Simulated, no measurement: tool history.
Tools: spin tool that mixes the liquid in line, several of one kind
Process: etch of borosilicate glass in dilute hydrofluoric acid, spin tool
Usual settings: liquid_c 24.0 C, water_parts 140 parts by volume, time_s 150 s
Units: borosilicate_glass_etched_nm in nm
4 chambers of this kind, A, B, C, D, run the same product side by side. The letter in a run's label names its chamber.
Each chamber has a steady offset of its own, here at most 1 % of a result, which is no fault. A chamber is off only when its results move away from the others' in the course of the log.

run	hour	liquid_c	water_parts	time_s	hours since the thermometer was replaced	hours since the hydrofluoric acid flow meter was replaced	read-back film thickness of the borosilicate glass reference wafer, read on the same gauge (nm)	borosilicate_glass_etched_nm
1A	8.8	24.0	140	150	150.9	1689.1	109.99	23.692
2D	18.4	24.0	140	150	1970.6	87.3	110.05	23.815
3C	25.1	24.0	140	150	1404.8	1118.5	109.97	23.856
4B	38.8	24.0	140	150	284.8	623.0	109.99	23.655
5D	45.4	24.0	140	150	1997.6	114.3	109.98	23.803
6A	56.5	24.0	140	150	198.6	1736.8	110.00	23.775
7C	66.1	24.0	140	150	1445.8	1159.5	109.96	23.861
8B	77.6	21.5	75	150	323.6	661.8	110.03	43.790
9B	90.7	21.5	75	150	336.7	674.9	110.00	43.586
10C	99.4	21.5	75	150	1479.1	1192.8	109.98	43.857
11A	106.4	21.5	75	150	248.5	1786.7	109.99	44.033
12D	117.2	24.0	140	150	2069.4	186.1	110.01	23.717
13D	131.1	24.0	140	150	2083.3	200.0	110.00	23.774
14B	139.7	24.0	140	150	385.7	723.9	110.00	23.595
15A	149.0	24.0	140	150	291.1	1829.3	109.99	23.743
16C	155.9	24.0	140	150	1535.6	1249.3	109.99	23.793
17B	166.8	24.0	140	150	412.8	751.0	109.99	23.672
18D	175.9	24.0	140	150	2128.1	244.8	109.98	23.838
19C	186.3	24.0	140	150	1566.0	1279.7	110.01	23.724
20A	199.1	24.0	140	150	341.2	1879.4	110.01	23.735
# hour 205.0: chamber D: thermometer replaced
21B	210.1	24.0	140	150	456.1	794.3	109.99	23.661
22C	216.5	22.0	140	70	1596.2	1309.9	109.97	10.271
23A	228.3	22.0	140	70	370.4	1908.6	109.99	10.228
24D	238.5	22.0	140	70	33.5	307.4	109.99	10.249
25C	252.0	22.0	140	70	1631.7	1345.4	110.00	10.354
26D	265.3	24.0	140	150	60.3	334.2	109.99	23.874
27A	274.3	19.5	140	115	416.4	1954.6	110.00	15.274
28B	288.7	19.5	140	115	534.7	872.9	110.01	15.085
29D	300.7	19.5	140	115	95.7	369.6	109.99	15.205
30A	315.2	19.5	140	115	457.3	1995.5	109.99	15.353
31B	324.2	24.0	140	150	570.2	908.4	110.02	23.656
32C	334.4	24.0	140	150	1714.1	1427.8	109.98	23.705
33B	347.0	24.0	140	150	593.0	931.2	110.00	23.714
34C	353.6	24.0	140	150	1733.3	1447.0	110.00	23.776
# hour 363.9: chamber A: hydrofluoric acid flow meter replaced
35A	365.5	24.0	140	150	507.6	1.6	109.99	23.664

All 4 chambers run these settings next. Forecast each chamber's results:
36A	375.9	24.0	140	80				?
36B	375.9	24.0	140	80				?
36C	375.9	24.0	140	80				?
36D	375.9	24.0	140	80				?

run	borosilicate_glass_etched_nm
36A	12.642
36B	12.586
36C	12.714
36D	12.707

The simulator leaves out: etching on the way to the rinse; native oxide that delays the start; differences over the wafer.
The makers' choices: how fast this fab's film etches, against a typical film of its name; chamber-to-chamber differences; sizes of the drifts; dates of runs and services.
